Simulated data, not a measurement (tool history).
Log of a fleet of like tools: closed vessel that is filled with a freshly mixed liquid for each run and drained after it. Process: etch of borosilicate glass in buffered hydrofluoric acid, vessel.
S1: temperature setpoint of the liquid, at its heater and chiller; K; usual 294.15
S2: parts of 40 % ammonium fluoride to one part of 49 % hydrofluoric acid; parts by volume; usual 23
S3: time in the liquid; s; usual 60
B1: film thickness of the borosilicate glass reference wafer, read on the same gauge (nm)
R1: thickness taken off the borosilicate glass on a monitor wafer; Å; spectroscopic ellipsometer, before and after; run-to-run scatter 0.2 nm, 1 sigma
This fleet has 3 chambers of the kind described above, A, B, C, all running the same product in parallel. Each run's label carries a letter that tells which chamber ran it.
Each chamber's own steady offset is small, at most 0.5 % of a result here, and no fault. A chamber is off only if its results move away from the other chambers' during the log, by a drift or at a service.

run	day	S1	S2	S3	B1	R1
1C	0.55	294.15	23	60	30.022	292.87
2B	0.979	294.15	23	60	29.991	290.8
3A	1.4	294.15	23	60	30.004	291
4C	1.946	294.15	23	60	30.016	294
5A	2.258	294.15	23	60	29.98	293.98
6B	2.729	294.15	23	60	30.022	294.04
7B	3.046	294.15	23	60	29.977	294.56
8C	3.425	294.15	27.5	60	29.989	255.78
9A	4.012	294.15	27.5	60	30.004	256.19
10C	4.462	294.15	27.5	60	30.019	260.06
# day 4.546: chamber C: hydrofluoric acid flow meter replaced
11A	4.858	294.15	23	60	29.985	291.69
12B	5.354	294.15	23	60	29.993	289.15
13B	5.938	290.15	15.5	60	29.981	328.16
14A	6.512	290.15	15.5	60	30.016	331.65
15C	7.012	290.15	15.5	60	29.995	331.14
16A	7.529	292.15	23	60	30.007	259.99
17C	8.029	292.15	23	60	29.991	260.44
18B	8.542	292.15	23	60	30.023	262.47
19B	8.825	294.15	23	60	30.006	290.58
20A	9.288	294.15	23	60	30.005	293.93
21C	9.583	294.15	23	60	29.996	293.03
22A	10.025	294.15	23	60	30.016	291.94
23C	10.304	294.15	23	60	30.022	291
24B	10.925	294.15	23	60	29.986	291.59
25B	11.242	294.15	23	60	29.994	290.91
26C	11.771	294.15	23	60	30.007	290.54
27A	12.346	294.15	23	60	29.974	292.59
28C	12.708	294.15	23	60	29.992	295.2
# day 13.104: chamber A: hydrofluoric acid flow meter replaced
29B	13.208	294.15	23	60	30.019	292.25
30A	13.675	294.15	23	60	30.001	290.49
31B	14.1	294.15	23	60	29.994	292.92
32C	14.575	294.15	23	60	29.981	290.01

Each of the 3 chambers runs these same settings next. Fill in every chamber's results:
33A	15.033	294.15	23	90		?
33B	15.033	294.15	23	90		?
33C	15.033	294.15	23	90		?

run	R1
33A	439.65
33B	438.99
33C	433.77

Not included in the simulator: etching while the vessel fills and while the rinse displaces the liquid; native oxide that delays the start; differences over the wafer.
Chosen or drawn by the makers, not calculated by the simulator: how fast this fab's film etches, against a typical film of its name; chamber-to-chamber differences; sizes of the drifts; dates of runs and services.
